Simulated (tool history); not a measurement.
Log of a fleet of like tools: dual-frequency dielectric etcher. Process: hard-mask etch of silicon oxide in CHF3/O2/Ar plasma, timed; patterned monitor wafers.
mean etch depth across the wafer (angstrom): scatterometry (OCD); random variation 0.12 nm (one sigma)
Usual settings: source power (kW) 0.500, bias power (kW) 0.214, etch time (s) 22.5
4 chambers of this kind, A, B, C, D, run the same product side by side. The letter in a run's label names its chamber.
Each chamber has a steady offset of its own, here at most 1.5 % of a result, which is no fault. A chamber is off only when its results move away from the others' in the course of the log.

run	hour	source power (kW)	bias power (kW)	etch time (s)	hours since the last wet clean	hours since the last source power generator calibration	hours since the last bias power generator calibration	read-back reference wafer on the same gauge, depth_nm	mean etch depth across the wafer (angstrom)
1C	15.0	0.500	0.214	22.5	250.6	690.5	1261.8	47.520	441.35
2B	29.0	0.500	0.214	22.5	139.4	1232.3	81.9	47.487	441.39
3A	40.4	0.500	0.214	22.5	46.5	750.2	831.1	47.507	439.09
4D	53.4	0.500	0.214	22.5	146.4	2054.0	688.8	47.513	444.29
5A	64.2	0.500	0.214	22.5	70.3	774.0	854.9	47.488	438.33
6C	76.3	0.500	0.214	22.5	311.9	751.8	1323.1	47.516	442.51
7D	83.8	0.500	0.214	22.5	176.8	2084.4	719.2	47.484	445.34
8B	97.9	0.500	0.214	22.5	208.3	1301.2	150.8	47.518	441.20
9B	111.8	0.500	0.214	22.5	222.2	1315.1	164.7	47.535	441.25
10A	125.6	0.460	0.258	22.5	131.7	835.4	916.3	47.489	454.99
11C	140.3	0.460	0.258	22.5	375.9	815.8	1387.1	47.522	457.56
12D	152.7	0.460	0.258	22.5	245.7	2153.3	788.1	47.503	462.21
13A	160.1	0.460	0.258	22.5	166.2	869.9	950.8	47.461	452.15
14D	169.4	0.500	0.214	22.5	262.4	2170.0	804.8	47.482	445.75
15C	181.0	0.500	0.214	22.5	416.6	856.5	1427.8	47.486	442.62
16B	189.4	0.500	0.214	22.5	299.8	1392.7	242.3	47.472	441.81
17C	200.2	0.500	0.214	22.5	435.8	875.7	1447.0	47.520	444.56
18B	208.2	0.500	0.214	22.5	318.6	1411.5	261.1	47.475	440.91
19D	221.9	0.500	0.214	22.5	314.9	2222.5	857.3	47.510	443.91
20A	233.4	0.500	0.214	22.5	239.5	943.2	1024.1	47.501	440.34
21C	248.9	0.500	0.214	22.5	484.5	924.4	1495.7	47.508	447.46
22A	258.6	0.500	0.214	22.5	264.7	968.4	1049.3	47.485	437.16
23D	267.5	0.500	0.214	22.5	360.5	2268.1	902.9	47.485	443.18
24B	274.5	0.500	0.214	22.5	384.9	1477.8	327.4	47.486	441.28
25C	286.0	0.500	0.214	22.5	521.6	961.5	1532.8	47.521	449.09
26B	297.6	0.500	0.214	22.5	408.0	1500.9	350.5	47.498	442.80
27A	310.1	0.500	0.214	22.5	316.2	1019.9	1100.8	47.525	438.52
28D	320.1	0.500	0.214	22.5	413.1	2320.7	955.5	47.520	444.62
29C	335.9	0.500	0.214	22.5	571.5	1011.4	1582.7	47.520	445.21
30A	346.6	0.500	0.214	22.5	352.7	1056.4	1137.3	47.496	439.34
31D	356.2	0.410	0.214	25.0	449.2	2356.8	991.6	47.487	459.39
32B	370.8	0.410	0.214	25.0	481.2	1574.1	423.7	47.525	451.46
# hour 373.7: chamber A: wet clean of the chamber
33B	377.7	0.410	0.214	25.0	488.1	1581.0	430.6	47.489	453.95
34C	388.2	0.410	0.214	25.0	623.8	1063.7	1635.0	47.502	459.66
35D	396.8	0.500	0.214	22.5	489.8	2397.4	1032.2	47.487	445.53
36A	405.5	0.500	0.214	22.5	31.8	1115.3	1196.2	47.503	437.88
37C	419.9	0.500	0.214	22.5	655.5	1095.4	1666.7	47.513	448.10

All 4 chambers run these settings next. Forecast each chamber's results:
38A	431.3	0.500	0.214	22.5					?
38B	431.3	0.500	0.214	22.5					?
38C	431.3	0.500	0.214	22.5					?
38D	431.3	0.500	0.214	22.5					?

run	mean etch depth across the wafer (angstrom)
38A	438.69
38B	441.57
38C	448.96
38D	443.96
